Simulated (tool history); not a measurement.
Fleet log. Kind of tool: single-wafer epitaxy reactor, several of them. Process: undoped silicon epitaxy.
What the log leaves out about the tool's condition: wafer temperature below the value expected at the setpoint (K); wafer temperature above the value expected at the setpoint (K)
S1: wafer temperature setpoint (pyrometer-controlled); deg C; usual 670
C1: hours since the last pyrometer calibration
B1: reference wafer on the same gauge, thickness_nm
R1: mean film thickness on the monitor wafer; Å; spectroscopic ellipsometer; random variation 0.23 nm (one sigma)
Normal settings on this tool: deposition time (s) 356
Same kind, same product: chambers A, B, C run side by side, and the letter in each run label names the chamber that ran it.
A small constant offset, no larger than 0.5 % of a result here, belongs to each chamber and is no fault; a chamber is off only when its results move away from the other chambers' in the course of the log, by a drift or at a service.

run 1B hour=3.3 | S1=670 deposition_time_(s)=356 | C1=2232.6 | B1=106.78 | R1=910.92
run 2C hour=8.0 | S1=670 deposition_time_(s)=356 | C1=2594.4 | B1=106.73 | R1=917.12
run 3A hour=12.3 | S1=670 deposition_time_(s)=356 | C1=1882.9 | B1=106.78 | R1=910.73
run 4A hour=14.8 | S1=670 deposition_time_(s)=356 | C1=1885.4 | B1=106.88 | R1=918.27
run 5C hour=17.6 | S1=670 deposition_time_(s)=356 | C1=2604.0 | B1=106.84 | R1=919.99
run 6B hour=22.3 | S1=670 deposition_time_(s)=356 | C1=2251.6 | B1=106.80 | R1=912.56
run 7C hour=27.5 | S1=670 deposition_time_(s)=356 | C1=2613.9 | B1=106.76 | R1=915.19
run 8A hour=31.1 | S1=662 deposition_time_(s)=409 | C1=1901.7 | B1=106.80 | R1=895.12
run 9B hour=34.2 | S1=662 deposition_time_(s)=409 | C1=2263.5 | B1=106.85 | R1=889.16
run 10B hour=37.3 | S1=662 deposition_time_(s)=409 | C1=2266.6 | B1=106.75 | R1=890.98
run 11A hour=42.9 | S1=656 deposition_time_(s)=356 | C1=1913.5 | B1=106.82 | R1=685.65
-- hour=45.1 chamber C: pyrometer calibrated
run 12C hour=48.6 | S1=656 deposition_time_(s)=356 | C1=3.5 | B1=106.82 | R1=697.94
run 13C hour=51.2 | S1=656 deposition_time_(s)=356 | C1=6.1 | B1=106.85 | R1=699.45
run 14A hour=55.8 | S1=657 deposition_time_(s)=335 | C1=1926.4 | B1=106.82 | R1=659.09
run 15B hour=59.5 | S1=657 deposition_time_(s)=335 | C1=2288.8 | B1=106.79 | R1=654.34
run 16B hour=64.5 | S1=657 deposition_time_(s)=335 | C1=2293.8 | B1=106.85 | R1=652.11
run 17A hour=69.7 | S1=670 deposition_time_(s)=356 | C1=1940.3 | B1=106.77 | R1=914.80
run 18C hour=73.7 | S1=670 deposition_time_(s)=356 | C1=28.6 | B1=106.81 | R1=938.62
run 19C hour=78.8 | S1=670 deposition_time_(s)=356 | C1=33.7 | B1=106.82 | R1=941.33
run 20A hour=82.9 | S1=670 deposition_time_(s)=356 | C1=1953.5 | B1=106.85 | R1=916.41
run 21B hour=86.2 | S1=670 deposition_time_(s)=356 | C1=2315.5 | B1=106.78 | R1=913.72
run 22C hour=91.3 | S1=670 deposition_time_(s)=356 | C1=46.2 | B1=106.80 | R1=945.43
run 23A hour=94.8 | S1=670 deposition_time_(s)=356 | C1=1965.4 | B1=106.81 | R1=915.05
run 24B hour=99.2 | S1=670 deposition_time_(s)=356 | C1=2328.5 | B1=106.82 | R1=909.02
run 25B hour=103.1 | S1=670 deposition_time_(s)=356 | C1=2332.4 | B1=106.76 | R1=909.51
run 26C hour=107.0 | S1=670 deposition_time_(s)=356 | C1=61.9 | B1=106.88 | R1=942.60
run 27A hour=112.7 | S1=670 deposition_time_(s)=356 | C1=1983.3 | B1=106.81 | R1=916.29
run 28A hour=115.8 | S1=670 deposition_time_(s)=356 | C1=1986.4 | B1=106.74 | R1=921.59
run 29B hour=119.6 | S1=670 deposition_time_(s)=356 | C1=2348.9 | B1=106.79 | R1=913.42
run 30C hour=124.6 | S1=670 deposition_time_(s)=356 | C1=79.5 | B1=106.84 | R1=938.83
run 31C hour=128.4 | S1=670 deposition_time_(s)=356 | C1=83.3 | B1=106.84 | R1=945.74

Is one chamber out of step, is the gauge drifting, or do the chambers differ by no more than their own small offsets? For an off chamber, give its letter and the likeliest cause.

Chamber C has stood off from the others ever since a service on it.
Likeliest cause: wafer temperature above the value expected at the setpoint (K) = 1.41.

Which of the 4 candidates below, each the usual settings with something changed and its results left as question marks, puts chamber C back in line with what the other chambers give on the usual settings?
In line here means within this much of the mean the other chambers give on the usual settings: R1 7.90 Å
run 32C-1 hour=132.5 | S1=671 deposition_time_(s)=359 | R1=?
run 32C-2 hour=132.5 | S1=669 deposition_time_(s)=353 | R1=?
run 32C-3 hour=132.5 | S1=670 deposition_time_(s)=362 | R1=?
run 32C-4 hour=132.5 | S1=670 deposition_time_(s)=350 | R1=?

What the other chambers average on the usual settings: R1 914.43 Å
run=32C-1 R1=973.25
run=32C-2 R1=917.75
run=32C-3 R1=961.08
run=32C-4 R1=929.22
32C-2 puts the chamber back in line with the other chambers.

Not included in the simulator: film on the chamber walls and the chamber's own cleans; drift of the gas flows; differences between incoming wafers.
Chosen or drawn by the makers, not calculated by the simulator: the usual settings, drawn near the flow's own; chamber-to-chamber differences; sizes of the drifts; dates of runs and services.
